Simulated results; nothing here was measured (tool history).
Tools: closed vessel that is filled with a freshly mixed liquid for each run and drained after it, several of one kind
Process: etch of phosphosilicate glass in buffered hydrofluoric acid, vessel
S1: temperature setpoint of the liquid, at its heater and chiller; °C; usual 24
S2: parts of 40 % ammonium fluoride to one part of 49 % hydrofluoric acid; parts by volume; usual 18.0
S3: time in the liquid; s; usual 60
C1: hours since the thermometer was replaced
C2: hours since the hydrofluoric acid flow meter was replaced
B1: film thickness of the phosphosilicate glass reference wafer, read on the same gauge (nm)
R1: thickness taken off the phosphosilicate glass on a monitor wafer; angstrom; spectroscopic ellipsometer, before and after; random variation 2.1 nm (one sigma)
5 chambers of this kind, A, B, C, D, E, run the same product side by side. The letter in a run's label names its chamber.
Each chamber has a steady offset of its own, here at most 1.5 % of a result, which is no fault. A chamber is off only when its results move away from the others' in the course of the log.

run	hour	S1	S2	S3	C1	C2	B1	R1
1D	7.5	24	18.0	60	996.4	1273.0	100.020	2625.7
2B	19.5	24	18.0	60	199.0	482.5	99.977	2617.7
3C	31.9	24	18.0	60	253.0	1393.2	100.010	2581.3
4A	41.5	24	18.0	60	861.7	639.5	99.994	2609.9
5E	49.4	24	18.0	60	565.1	303.5	99.981	2643.8
6A	55.6	24	18.0	60	875.8	653.6	99.971	2607.0
7C	69.0	24	18.0	60	290.1	1430.3	100.010	2628.1
8B	82.5	28	18.0	60	262.0	545.5	99.970	3308.8
9E	94.5	28	18.0	60	610.2	348.6	100.030	3316.7
# hour 94.7: chamber A: thermometer replaced
10D	101.3	28	18.0	60	1090.2	1366.8	100.010	3310.2
11C	114.2	28	18.0	60	335.3	1475.5	100.010	3292.5
12E	126.9	28	18.0	60	642.6	381.0	100.030	3256.4
13D	136.5	24	18.0	60	1125.4	1402.0	99.984	2665.5
14B	149.9	24	18.0	60	329.4	612.9	99.971	2629.3
15A	156.9	24	18.0	60	62.3	754.9	99.995	2614.7
16D	165.2	24	18.0	60	1154.1	1430.7	100.010	2701.9
17C	174.8	24	15.0	80	395.9	1536.1	99.997	4202.4
18B	186.7	24	15.0	80	366.2	649.7	99.995	4199.0
19A	199.0	24	15.0	80	104.4	797.0	99.986	4169.5
# hour 208.3: chamber C: hydrofluoric acid flow meter replaced
20E	208.6	24	15.0	80	724.3	462.7	100.030	4200.7
21C	218.0	24	15.0	80	439.1	9.8	99.980	4277.0
22A	225.8	24	18.0	60	131.2	823.8	100.010	2602.3
23E	233.6	24	18.0	60	749.3	487.7	100.020	2655.9
24B	244.8	24	18.0	60	424.3	707.8	100.010	2638.9
25D	255.0	26	15.5	60	1243.9	1520.5	100.000	3501.9
26B	266.5	26	15.5	60	446.0	729.5	100.030	3433.0
27C	274.1	26	15.5	60	495.2	65.9	100.010	3410.0
28E	286.3	26	15.5	60	802.0	540.4	99.984	3409.2
29D	297.7	26	15.5	60	1286.6	1563.2	99.983	3601.5
30A	304.6	21	18.0	60	210.0	902.6	100.050	2207.1
31E	317.2	21	18.0	60	832.9	571.3	100.000	2253.4

Next, every chamber runs the same settings. What will each give?
32A	327.3	24	18.0	45				?
32B	327.3	24	18.0	45				?
32C	327.3	24	18.0	45				?
32D	327.3	24	18.0	45				?
32E	327.3	24	18.0	45				?

run	R1
32A	1962.9
32B	1976.8
32C	1994.8
32D	2085.5
32E	2007.5
